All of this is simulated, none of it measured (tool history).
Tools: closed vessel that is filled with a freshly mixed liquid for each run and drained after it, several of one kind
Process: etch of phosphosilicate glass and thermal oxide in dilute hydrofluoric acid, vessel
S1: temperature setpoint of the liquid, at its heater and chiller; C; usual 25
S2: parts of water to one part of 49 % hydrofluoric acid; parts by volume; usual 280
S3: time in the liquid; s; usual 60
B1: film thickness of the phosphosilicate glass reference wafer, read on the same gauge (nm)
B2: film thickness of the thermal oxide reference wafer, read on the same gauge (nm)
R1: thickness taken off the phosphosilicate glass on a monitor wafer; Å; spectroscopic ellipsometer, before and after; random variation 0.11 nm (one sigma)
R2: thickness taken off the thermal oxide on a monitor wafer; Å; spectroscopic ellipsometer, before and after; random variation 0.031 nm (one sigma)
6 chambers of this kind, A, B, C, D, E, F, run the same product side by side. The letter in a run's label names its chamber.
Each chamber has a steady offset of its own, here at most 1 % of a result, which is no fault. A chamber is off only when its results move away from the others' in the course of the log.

{"hour": 2.5, "done": "chamber C: thermometer replaced"}
{"run": "1B", "hour": 7.7, "S1": 25, "S2": 280, "S3": 60, "B1": 79.966, "B2": 140.01, "R1": 158.79, "R2": 8.4832}
{"run": "2D", "hour": 13.3, "S1": 25, "S2": 280, "S3": 60, "B1": 79.988, "B2": 139.98, "R1": 157.65, "R2": 7.7183}
{"run": "3C", "hour": 19.1, "S1": 25, "S2": 280, "S3": 60, "B1": 80.013, "B2": 140.04, "R1": 159.48, "R2": 7.9321}
{"run": "4A", "hour": 26.3, "S1": 25, "S2": 280, "S3": 60, "B1": 79.969, "B2": 140.02, "R1": 158.14, "R2": 7.7894}
{"run": "5F", "hour": 35.3, "S1": 25, "S2": 280, "S3": 60, "B1": 79.987, "B2": 139.94, "R1": 157.99, "R2": 8.4047}
{"hour": 42.3, "done": "chamber E: hydrofluoric acid flow meter replaced"}
{"run": "6E", "hour": 45.0, "S1": 25, "S2": 280, "S3": 60, "B1": 80.024, "B2": 140.02, "R1": 155.75, "R2": 8.7336}
{"run": "7B", "hour": 50.5, "S1": 25, "S2": 280, "S3": 60, "B1": 80.001, "B2": 140.05, "R1": 157.86, "R2": 7.794}
{"run": "8F", "hour": 60.8, "S1": 25, "S2": 280, "S3": 60, "B1": 80.002, "B2": 139.99, "R1": 156.73, "R2": 8.1124}
{"hour": 67.9, "done": "chamber C: hydrofluoric acid flow meter replaced"}
{"run": "9E", "hour": 69.9, "S1": 25, "S2": 280, "S3": 60, "B1": 80.024, "B2": 140.02, "R1": 156.93, "R2": 8.5856}
{"run": "10D", "hour": 76.6, "S1": 25, "S2": 280, "S3": 60, "B1": 79.98, "B2": 139.95, "R1": 157.09, "R2": 8.3207}
{"run": "11A", "hour": 82.5, "S1": 25, "S2": 280, "S3": 60, "B1": 79.997, "B2": 140.01, "R1": 156.5, "R2": 8.7322}
{"run": "12C", "hour": 92.3, "S1": 25, "S2": 280, "S3": 60, "B1": 79.977, "B2": 140.04, "R1": 157.74, "R2": 8.4396}
{"run": "13D", "hour": 98.1, "S1": 25, "S2": 280, "S3": 60, "B1": 79.995, "B2": 139.98, "R1": 157.5, "R2": 8.4454}
{"run": "14A", "hour": 107.6, "S1": 25, "S2": 280, "S3": 60, "B1": 80.002, "B2": 140.01, "R1": 156.98, "R2": 7.7939}
{"run": "15E", "hour": 117.0, "S1": 25, "S2": 280, "S3": 60, "B1": 79.988, "B2": 140.03, "R1": 158.23, "R2": 8.3978}
{"run": "16F", "hour": 127.0, "S1": 27, "S2": 190, "S3": 60, "B1": 80.003, "B2": 139.98, "R1": 270.53, "R2": 15.104}
{"run": "17B", "hour": 135.8, "S1": 27, "S2": 190, "S3": 60, "B1": 80.029, "B2": 140.01, "R1": 275.25, "R2": 13.939}
{"run": "18C", "hour": 143.1, "S1": 27, "S2": 190, "S3": 60, "B1": 79.988, "B2": 139.94, "R1": 277.91, "R2": 14.848}
{"run": "19E", "hour": 148.9, "S1": 27, "S2": 190, "S3": 60, "B1": 79.995, "B2": 140.01, "R1": 275.69, "R2": 14.439}
{"run": "20B", "hour": 159.3, "S1": 27, "S2": 190, "S3": 60, "B1": 79.997, "B2": 140.02, "R1": 275.68, "R2": 14.593}
{"run": "21F", "hour": 169.1, "S1": 27, "S2": 190, "S3": 60, "B1": 80.01, "B2": 140.01, "R1": 270.57, "R2": 14.851}
{"run": "22C", "hour": 178.9, "S1": 25, "S2": 280, "S3": 60, "B1": 79.992, "B2": 140.02, "R1": 157.83, "R2": 8.3478}
{"hour": 182.6, "done": "chamber D: hydrofluoric acid flow meter replaced"}
{"run": "23D", "hour": 189.4, "S1": 25, "S2": 280, "S3": 60, "B1": 80, "B2": 140.01, "R1": 159.88, "R2": 8.372}
{"run": "24A", "hour": 199.1, "S1": 25, "S2": 280, "S3": 60, "B1": 80.011, "B2": 139.99, "R1": 158.94, "R2": 8.7155}
{"run": "25B", "hour": 206.1, "S1": 25, "S2": 280, "S3": 60, "B1": 79.988, "B2": 139.98, "R1": 158.09, "R2": 9.0364}
{"run": "26D", "hour": 215.8, "S1": 25, "S2": 280, "S3": 60, "B1": 80.018, "B2": 140.01, "R1": 159.98, "R2": 7.9729}
{"run": "27E", "hour": 225.6, "S1": 25, "S2": 280, "S3": 60, "B1": 80.005, "B2": 140, "R1": 156.77, "R2": 8.5553}
{"run": "28A", "hour": 231.2, "S1": 25, "S2": 280, "S3": 60, "B1": 79.984, "B2": 139.95, "R1": 157.56, "R2": 8.4848}
{"run": "29C", "hour": 237.2, "S1": 25, "S2": 280, "S3": 60, "B1": 79.966, "B2": 139.99, "R1": 158.82, "R2": 8.2526}
{"run": "30F", "hour": 243.3, "S1": 25, "S2": 280, "S3": 60, "B1": 79.979, "B2": 139.99, "R1": 158.26, "R2": 8.365}
{"run": "31A", "hour": 249.5, "S1": 25, "S2": 280, "S3": 60, "B1": 80, "B2": 139.98, "R1": 157.42, "R2": 8.1308}
{"run": "32E", "hour": 258.1, "S1": 25, "S2": 280, "S3": 60, "B1": 80.015, "B2": 140.06, "R1": 156.48, "R2": 8.7032}
{"run": "33F", "hour": 264.7, "S1": 25, "S2": 280, "S3": 60, "B1": 79.972, "B2": 140.03, "R1": 158.42, "R2": 7.7488}
{"run": "34B", "hour": 271.3, "S1": 25, "S2": 280, "S3": 60, "B1": 79.973, "B2": 139.99, "R1": 158.21, "R2": 8.5401}
{"run": "35C", "hour": 275.9, "S1": 25, "S2": 280, "S3": 60, "B1": 80.01, "B2": 140.02, "R1": 159.72, "R2": 8.5453}
{"run": "36D", "hour": 284.7, "S1": 25, "S2": 280, "S3": 60, "B1": 80.027, "B2": 140, "R1": 160.52, "R2": 8.1761}
{"run": "37C", "hour": 294.3, "S1": 25, "S2": 280, "S3": 60, "B1": 79.991, "B2": 139.93, "R1": 159.09, "R2": 8.3639}
{"run": "38F", "hour": 303.9, "S1": 25, "S2": 280, "S3": 60, "B1": 79.998, "B2": 139.97, "R1": 158.18, "R2": 8.5107}
{"run": "39A", "hour": 313.3, "S1": 25, "S2": 280, "S3": 60, "B1": 80, "B2": 140.01, "R1": 156.25, "R2": 8.7508}

Is one chamber off against the others, does the gauge drift, or is nothing wrong? If a chamber is off, say which, and what the likeliest cause is.

No chamber stands off beyond its own small offset, and the gauge holds steady.

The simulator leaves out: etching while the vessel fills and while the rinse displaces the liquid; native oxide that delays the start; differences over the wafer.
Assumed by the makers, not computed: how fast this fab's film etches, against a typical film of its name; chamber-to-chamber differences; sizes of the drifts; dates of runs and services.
